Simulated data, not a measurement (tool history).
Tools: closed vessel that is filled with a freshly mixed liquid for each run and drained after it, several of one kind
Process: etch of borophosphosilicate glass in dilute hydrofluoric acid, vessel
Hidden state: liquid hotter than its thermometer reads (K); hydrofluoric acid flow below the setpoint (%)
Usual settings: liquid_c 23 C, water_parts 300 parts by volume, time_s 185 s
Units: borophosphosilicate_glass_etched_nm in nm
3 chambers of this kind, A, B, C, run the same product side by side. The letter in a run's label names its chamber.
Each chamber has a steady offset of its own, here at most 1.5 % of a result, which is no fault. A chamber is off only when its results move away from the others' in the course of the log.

| run | hour | liquid_c | water_parts | time_s | hours since the thermometer was replaced | hours since the hydrofluoric acid flow meter was replaced | read-back film thickness of the borophosphosilicate glass reference wafer, read on the same gauge (nm) | borophosphosilicate_glass_etched_nm |
|---|---|---|---|---|---|---|---|---|
| 1B | 2.2 | 23 | 300 | 185 | 2051.4 | 145.7 | 139.99 | 17.202 |
| 2A | 5 | 23 | 300 | 185 | 716.5 | 38.9 | 139.98 | 17.12 |
| 3C | 6.9 | 23 | 300 | 185 | 305 | 944.5 | 139.99 | 17.18 |
| 4A | 8.8 | 23 | 300 | 185 | 720.3 | 42.7 | 140 | 17.182 |
| 5C | 12.3 | 23 | 300 | 185 | 310.4 | 949.9 | 140 | 17.269 |
| 6B | 14.4 | 23 | 300 | 185 | 2063.6 | 157.9 | 139.98 | 17.243 |
| 7B | 17.3 | 25 | 300 | 95 | 2066.5 | 160.8 | 140.01 | 9.4808 |
| 8C | 21.1 | 25 | 300 | 95 | 319.2 | 958.7 | 139.98 | 9.4826 |
| 9A | 23.4 | 25 | 300 | 95 | 734.9 | 57.3 | 140.02 | 9.5124 |
| 10A | 26.9 | 23 | 300 | 185 | 738.4 | 60.8 | 140.03 | 17.088 |
| 11C | 30 | 23 | 300 | 185 | 328.1 | 967.6 | 140.01 | 17.325 |
| 12B | 31.9 | 23 | 300 | 185 | 2081.1 | 175.4 | 140.01 | 17.132 |
| 13A | 34.4 | 23 | 300 | 185 | 745.9 | 68.3 | 140.01 | 17.103 |
| 14B | 36.9 | 23 | 300 | 185 | 2086.1 | 180.4 | 140 | 17.339 |
| 15C | 39.8 | 23 | 300 | 85 | 337.9 | 977.4 | 140 | 7.9039 |
| 16C | 43.1 | 23 | 300 | 85 | 341.2 | 980.7 | 140 | 7.9559 |
| 17A | 46.2 | 23 | 300 | 85 | 757.7 | 80.1 | 139.98 | 7.9492 |
| 18B | 49.7 | 23 | 300 | 185 | 2098.9 | 193.2 | 140.02 | 17.273 |
| 19B | 53 | 23 | 300 | 185 | 2102.2 | 196.5 | 140.01 | 17.254 |
| 20A | 57.2 | 23 | 300 | 185 | 768.7 | 91.1 | 139.99 | 17.522 |
| 21C | 59.1 | 23 | 300 | 185 | 357.2 | 996.7 | 140.04 | 17.221 |
| 22C | 61.1 | 23 | 300 | 185 | 359.2 | 998.7 | 140 | 17.07 |
| 23A | 64 | 23 | 300 | 185 | 775.5 | 97.9 | 140.01 | 17.614 |
| 24B | 66.5 | 23 | 300 | 185 | 2115.7 | 210 | 139.99 | 17.194 |
| 25B | 70.4 | 23 | 300 | 185 | 2119.6 | 213.9 | 139.99 | 17.287 |
| 26C | 73.5 | 23 | 300 | 185 | 371.6 | 1011.1 | 140.02 | 17.113 |
| 27A | 75.7 | 23 | 300 | 185 | 787.2 | 109.6 | 140.01 | 17.891 |
| 28A | 79.9 | 23 | 300 | 185 | 791.4 | 113.8 | 139.98 | 17.845 |
| 29B | 82.4 | 23 | 175 | 255 | 2131.6 | 225.9 | 139.97 | 46.052 |
| 30C | 86.4 | 23 | 175 | 255 | 384.5 | 1024 | 139.98 | 46.676 |
| 31B | 90.5 | 23 | 175 | 255 | 2139.7 | 234 | 140.01 | 46.635 |
| 32A | 93.8 | 23 | 300 | 185 | 805.3 | 127.7 | 139.99 | 18.08 |
| 33C | 97.1 | 23 | 300 | 185 | 395.2 | 1034.7 | 139.99 | 17.16 |

All 3 chambers run these settings next. Forecast each chamber's results:
| 34A | 100.3 | 23 | 300 | 185 |  |  |  | ? |
| 34B | 100.3 | 23 | 300 | 185 |  |  |  | ? |
| 34C | 100.3 | 23 | 300 | 185 |  |  |  | ? |

| run | borophosphosilicate_glass_etched_nm |
|---|---|
| 34A | 18.129 |
| 34B | 17.294 |
| 34C | 17.2 |
